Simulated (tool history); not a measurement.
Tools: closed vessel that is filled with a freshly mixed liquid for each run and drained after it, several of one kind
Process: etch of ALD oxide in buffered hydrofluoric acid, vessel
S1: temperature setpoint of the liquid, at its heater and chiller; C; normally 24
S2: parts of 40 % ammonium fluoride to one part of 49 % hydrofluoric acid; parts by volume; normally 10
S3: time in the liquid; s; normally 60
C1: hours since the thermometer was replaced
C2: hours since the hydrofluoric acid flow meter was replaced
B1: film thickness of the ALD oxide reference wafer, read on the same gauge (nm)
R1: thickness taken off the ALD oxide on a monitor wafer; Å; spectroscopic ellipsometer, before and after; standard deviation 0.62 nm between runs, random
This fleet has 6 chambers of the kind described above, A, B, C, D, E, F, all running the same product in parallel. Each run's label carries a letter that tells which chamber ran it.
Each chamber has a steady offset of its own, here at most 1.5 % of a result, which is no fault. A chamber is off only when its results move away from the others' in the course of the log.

run	day	S1	S2	S3	C1	C2	B1	R1
1C	0.312	24	10	60	377.3	1773.5	120	761.42
# day 0.367: chamber D: hydrofluoric acid flow meter replaced
2F	0.529	24	10	60	494.9	1065.7	119.99	744.76
3D	0.792	24	10	60	860.2	10.3	120.01	729.39
4E	1.212	24	10	60	38.3	407.3	119.99	744.17
5A	1.567	24	10	60	656.3	1309.6	120.02	757.49
6B	1.9	24	10	60	737.3	81.8	120	749.07
# day 2.329: chamber A: thermometer replaced
7F	2.35	24	10	60	538.6	1109.4	119.99	753.67
8C	2.842	24	10	60	438	1834.2	119.99	750.07
9B	3.279	24	10	60	770.4	114.9	120.01	747.77
10E	3.538	24	10	60	94.1	463.1	120.02	740.29
11D	3.871	24	10	60	934.1	84.2	119.98	733.61
12A	4.329	24	10	60	48.1	1375.9	120.01	753.02
13D	4.771	24	10	60	955.7	105.8	120	740.49
14E	5.246	24	10	60	135.1	504.1	120	749.8
15A	5.504	24	10	60	76.3	1404.1	120.01	743.29
16F	5.938	24	10	60	624.7	1195.5	119.98	739.35
17C	6.417	24	10	60	523.8	1920	120	753.9
18B	6.696	24	10	60	852.4	196.9	120.01	747.85
19B	7.054	24	8.5	30	861	205.5	120.01	427.68
20F	7.408	24	8.5	30	660	1230.8	119.99	423.68
21E	7.692	24	8.5	30	193.8	562.8	120	422.6
# day 7.717: chamber C: hydrofluoric acid flow meter replaced
22C	8.042	24	8.5	30	562.8	7.8	119.98	429.05
23A	8.267	24	8.5	30	142.6	1470.4	120.01	433.95
24D	8.658	24	8.5	30	1049	199.1	120	417.87
25F	8.908	24	10	60	696	1266.8	120.01	736.92
26B	9.254	24	10	60	913.8	258.3	120.01	745.3
27E	9.488	24	10	60	236.9	605.9	119.98	734.56
28C	9.717	24	10	60	603	48	119.98	754.17
29A	9.938	24	10	60	182.7	1510.5	119.98	766.34
30D	10.425	24	10	60	1091.4	241.5	120.02	742.49
31F	10.833	24	10	60	742.2	1313	120.01	752.78
32E	11.325	24	10	60	281	650	119.97	732.65
33B	11.742	24	10	60	973.5	318	120.01	749.84
34C	12.033	24	10	60	658.6	103.6	119.98	750.76
35A	12.521	24	10	60	244.7	1572.5	120.01	757.7
36D	12.946	24	10	60	1151.9	302	120	741.2
37E	13.275	24	10	60	327.8	696.8	119.99	735.56
38B	13.492	24	10	60	1015.5	360	120.01	743.15
39A	13.738	24	10	60	273.9	1601.7	120.02	755.74
40C	14.029	22	10	60	706.5	151.5	120	663.97
41D	14.304	22	10	60	1184.5	334.6	120.02	663.63

Each of the 6 chambers runs these same settings next. Fill in every chamber's results:
42A	14.658	24	10	60				?
42B	14.658	24	10	60				?
42C	14.658	24	10	60				?
42D	14.658	24	10	60				?
42E	14.658	24	10	60				?
42F	14.658	24	10	60				?

run	R1
42A	753.29
42B	737.26
42C	743.22
42D	743.7
42E	734.05
42F	750.95
